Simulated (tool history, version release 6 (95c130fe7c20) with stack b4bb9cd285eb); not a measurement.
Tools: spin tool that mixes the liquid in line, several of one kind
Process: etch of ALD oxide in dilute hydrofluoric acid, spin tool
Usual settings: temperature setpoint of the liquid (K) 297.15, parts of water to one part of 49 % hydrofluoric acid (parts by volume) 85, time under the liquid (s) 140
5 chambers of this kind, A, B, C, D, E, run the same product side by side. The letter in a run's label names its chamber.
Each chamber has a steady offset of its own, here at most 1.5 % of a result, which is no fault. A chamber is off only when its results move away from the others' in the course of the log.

| run | hour | temperature setpoint of the liquid (K) | parts of water to one part of 49 % hydrofluoric acid (parts by volume) | time under the liquid (s) | read-back film thickness of the ALD oxide reference wafer, read on the same gauge (nm) | thickness taken off the ALD oxide on a monitor wafer (Å) |
|---|---|---|---|---|---|---|
| 1C | 12.3 | 297.15 | 85 | 140 | 150.04 | 383.85 |
| 2B | 20.6 | 297.15 | 85 | 140 | 150.02 | 373.45 |
| 3D | 33.9 | 297.15 | 85 | 140 | 149.97 | 375.92 |
| 4E | 41.2 | 297.15 | 85 | 140 | 150 | 376.08 |
| 5A | 47.7 | 297.15 | 85 | 140 | 150.01 | 382 |
| 6D | 57.7 | 297.15 | 85 | 140 | 149.97 | 375.58 |
| 7B | 64.3 | 297.15 | 85 | 140 | 150.03 | 376.12 |
|  | 67 | chamber B: hydrofluoric acid flow meter replaced |
| 8E | 75.3 | 297.15 | 85 | 140 | 150.02 | 377.88 |
| 9A | 87.6 | 297.15 | 85 | 140 | 149.98 | 381.52 |
| 10C | 96 | 297.15 | 85 | 140 | 149.98 | 382.38 |
| 11A | 109 | 297.15 | 85 | 140 | 150.01 | 383.1 |
| 12B | 116.8 | 297.15 | 85 | 140 | 150.02 | 374.32 |
| 13E | 125.1 | 297.15 | 85 | 140 | 150.02 | 375.82 |
| 14C | 132.8 | 297.15 | 85 | 140 | 149.99 | 384.48 |
| 15D | 143.9 | 297.15 | 85 | 140 | 149.98 | 375.24 |
| 16A | 155.6 | 297.15 | 85 | 140 | 149.97 | 382.95 |
| 17C | 165 | 297.15 | 85 | 140 | 150.01 | 383.05 |
| 18B | 173.3 | 297.15 | 85 | 140 | 149.96 | 373.54 |
| 19E | 184.5 | 297.15 | 85 | 140 | 150.01 | 377.67 |
| 20D | 193.1 | 297.15 | 85 | 140 | 149.98 | 373.8 |
| 21D | 203.8 | 297.15 | 85 | 140 | 150.01 | 373.47 |
| 22A | 216.6 | 297.15 | 85 | 140 | 149.96 | 382.49 |
| 23E | 224.1 | 293.65 | 85 | 185 | 149.99 | 434.17 |
| 24B | 231.2 | 293.65 | 85 | 185 | 150.01 | 428.6 |
| 25C | 243.6 | 293.65 | 85 | 185 | 150 | 439.6 |
| 26D | 253 | 293.65 | 85 | 185 | 150.03 | 428.84 |
| 27B | 260.8 | 293.65 | 85 | 185 | 149.99 | 428.54 |
| 28A | 273.3 | 297.15 | 85 | 140 | 149.97 | 382.63 |
| 29E | 281.2 | 297.15 | 85 | 140 | 149.98 | 378.59 |
| 30C | 288.1 | 295.15 | 85 | 85 | 149.94 | 214.63 |
|  | 296.9 | chamber A: thermometer replaced |
| 31E | 297.3 | 295.15 | 85 | 85 | 149.94 | 211.88 |
| 32B | 304.9 | 295.15 | 85 | 85 | 150.07 | 210.88 |
| 33D | 315.6 | 295.15 | 85 | 85 | 149.97 | 210.05 |
|  | 317.9 | chamber C: thermometer replaced |
| 34A | 327.2 | 295.15 | 85 | 85 | 150.02 | 214.09 |
| 35C | 335.9 | 297.15 | 85 | 140 | 150.02 | 384.25 |
| 36B | 347.3 | 297.15 | 85 | 140 | 150.02 | 373.92 |
| 37C | 359.5 | 297.15 | 85 | 140 | 150.02 | 386.43 |

Next, every chamber runs the same settings. What will each give?
| 38A | 369.1 | 297.15 | 85 | 90 |  | ? |
| 38B | 369.1 | 297.15 | 85 | 90 |  | ? |
| 38C | 369.1 | 297.15 | 85 | 90 |  | ? |
| 38D | 369.1 | 297.15 | 85 | 90 |  | ? |
| 38E | 369.1 | 297.15 | 85 | 90 |  | ? |

| run | thickness taken off the ALD oxide on a monitor wafer (Å) |
|---|---|
| 38A | 245.34 |
| 38B | 241.68 |
| 38C | 247.87 |
| 38D | 242.12 |
| 38E | 243.03 |
